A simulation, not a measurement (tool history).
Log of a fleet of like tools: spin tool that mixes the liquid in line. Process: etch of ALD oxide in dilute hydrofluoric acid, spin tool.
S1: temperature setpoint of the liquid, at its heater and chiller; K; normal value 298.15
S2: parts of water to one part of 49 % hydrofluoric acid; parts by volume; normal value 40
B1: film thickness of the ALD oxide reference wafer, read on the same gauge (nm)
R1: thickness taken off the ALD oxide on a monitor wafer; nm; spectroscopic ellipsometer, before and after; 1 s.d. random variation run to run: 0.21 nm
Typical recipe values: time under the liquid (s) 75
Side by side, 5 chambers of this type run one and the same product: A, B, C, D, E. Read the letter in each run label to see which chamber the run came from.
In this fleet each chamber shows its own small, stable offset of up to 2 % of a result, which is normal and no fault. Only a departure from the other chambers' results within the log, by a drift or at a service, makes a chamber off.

At hour 6.1: chamber E: thermometer replaced.
Run 1E, hour 11.5: usual settings; B1 109.99. Result: R1 41.544 nm.
Run 2D, hour 20: usual settings; B1 110.01. Result: R1 42.468 nm.
Run 3A, hour 30.4: usual settings; B1 110. Result: R1 41.744 nm.
Run 4C, hour 36.4: usual settings; B1 110.02. Result: R1 41.363 nm.
Run 5B, hour 46.8: usual settings; B1 110.01. Result: R1 40.935 nm.
Run 6B, hour 54.4: usual settings; B1 109.97. Result: R1 40.829 nm.
Run 7C, hour 61: usual settings; B1 110.01. Result: R1 41.352 nm.
Run 8E, hour 71.6: usual settings; B1 110.03. Result: R1 41.312 nm.
At hour 74.2: chamber A: hydrofluoric acid flow meter replaced.
Run 9D, hour 77.3: usual settings; B1 110.01. Result: R1 42.073 nm.
Run 10A, hour 88: usual settings; B1 109.99. Result: R1 41.735 nm.
At hour 90.5: chamber C: hydrofluoric acid flow meter replaced.
Run 11B, hour 94.6: usual settings; B1 110. Result: R1 40.956 nm.
Run 12A, hour 104.8: usual settings but S2 25 parts by volume; B1 109.98. Result: R1 68.215 nm.
Run 13C, hour 113.1: usual settings but S2 25 parts by volume; B1 110.03. Result: R1 67.685 nm.
Run 14D, hour 122.4: usual settings but S2 25 parts by volume; B1 109.98. Result: R1 69.425 nm.
Run 15E, hour 132.7: usual settings but S2 25 parts by volume; B1 110.02. Result: R1 67.797 nm.
Run 16C, hour 144.4: usual settings but S2 25 parts by volume; B1 109.99. Result: R1 67.619 nm.
Run 17B, hour 152: usual settings; B1 110.02. Result: R1 41.085 nm.
At hour 157.4: chamber B: hydrofluoric acid flow meter replaced.
Run 18D, hour 157.7: usual settings; B1 110. Result: R1 41.969 nm.
Run 19E, hour 167.4: usual settings; B1 109.99. Result: R1 41.433 nm.
Run 20A, hour 177.8: usual settings; B1 110.01. Result: R1 41.895 nm.
Run 21C, hour 187.9: usual settings; B1 110.01. Result: R1 41.206 nm.
Run 22A, hour 195.8: usual settings but S1 295.65 K; B1 110. Result: R1 37.439 nm.
Run 23B, hour 206.8: usual settings but S1 295.65 K; B1 110.01. Result: R1 37.116 nm.
Run 24D, hour 213.8: usual settings but S1 295.65 K; B1 109.99. Result: R1 37.83 nm.
Run 25E, hour 220.7: usual settings but S1 295.65 K; B1 110.02. Result: R1 37.204 nm.
Run 26C, hour 232.5: usual settings but S1 295.65 K; B1 110.02. Result: R1 37.231 nm.
Run 27B, hour 244.3: usual settings; B1 110.01. Result: R1 41.312 nm.
Run 28E, hour 249.8: usual settings; B1 110. Result: R1 41.653 nm.
Run 29D, hour 257.6: usual settings; B1 110. Result: R1 42.599 nm.
Run 30A, hour 264.9: usual settings but S1 300.65 K, S2 55 parts by volume; B1 110. Result: R1 32.824 nm.
Run 31B, hour 271.5: usual settings but S1 300.65 K, S2 55 parts by volume; B1 109.98. Result: R1 32.641 nm.
Run 32C, hour 277.8: usual settings but S1 300.65 K, S2 55 parts by volume; B1 110.01. Result: R1 32.786 nm.
Run 33A, hour 288.2: usual settings but S1 300.65 K, S2 55 parts by volume; B1 110. Result: R1 32.494 nm.
Run 34E, hour 299.6: usual settings but S1 300.65 K, S2 55 parts by volume; B1 110. Result: R1 32.716 nm.
Run 35D, hour 305: usual settings; B1 110. Result: R1 42.984 nm.
Run 36B, hour 315.8: usual settings but S1 300.65 K, time under the liquid (s) 50; B1 109.99. Result: R1 30.571 nm.
Run 37A, hour 324.1: usual settings but S1 300.65 K, time under the liquid (s) 50; B1 110.01. Result: R1 30.76 nm.
Run 38E, hour 335.9: usual settings but S1 300.65 K, time under the liquid (s) 50; B1 109.99. Result: R1 30.612 nm.
Run 39D, hour 345.9: usual settings but S1 300.65 K, time under the liquid (s) 50; B1 110. Result: R1 31.8 nm.
Run 40C, hour 353.8: usual settings but S1 300.65 K, time under the liquid (s) 50; B1 109.99. Result: R1 30.855 nm.
Run 41A, hour 364.1: usual settings; B1 110.01. Result: R1 41.658 nm.
Run 42B, hour 369.8: usual settings; B1 109.98. Result: R1 41.088 nm.
Run 43C, hour 375.5: usual settings; B1 109.98. Result: R1 41.632 nm.

One chamber off, gauge drift, or nothing amiss beyond the chambers' own small offsets? If it is a chamber, which one, and what is the likeliest cause?

It is chamber D that slowly wanders off from its peers.
Most likely cause: hydrofluoric acid flow above the setpoint (%) = 2.63.
Not necessarily distinguishable in this log from: liquid hotter than its thermometer reads (K).

Below are 4 candidate recipes for chamber D's next run, each the usual settings with a change, their results shown as question marks. Which of them brings D's results back in line with what the other chambers give on the usual settings?
Counts as in line when no further than this from what the other chambers average on the usual settings: R1 0.72 nm
Run 44D-1, hour 384.2: usual settings but S1 297.15 K. Result: R1 ?.
Run 44D-2, hour 384.2: usual settings but S1 298.65 K. Result: R1 ?.
Run 44D-3, hour 384.2: usual settings but S1 299.15 K. Result: R1 ?.
Run 44D-4, hour 384.2: usual settings but S1 297.65 K. Result: R1 ?.

Other chambers, usual settings, mean: R1 41.424 nm
  run      R1
44D-1  41.706
44D-2  44.352
44D-3  45.251
44D-4  42.562
44D-1 puts the chamber back in line with the other chambers.
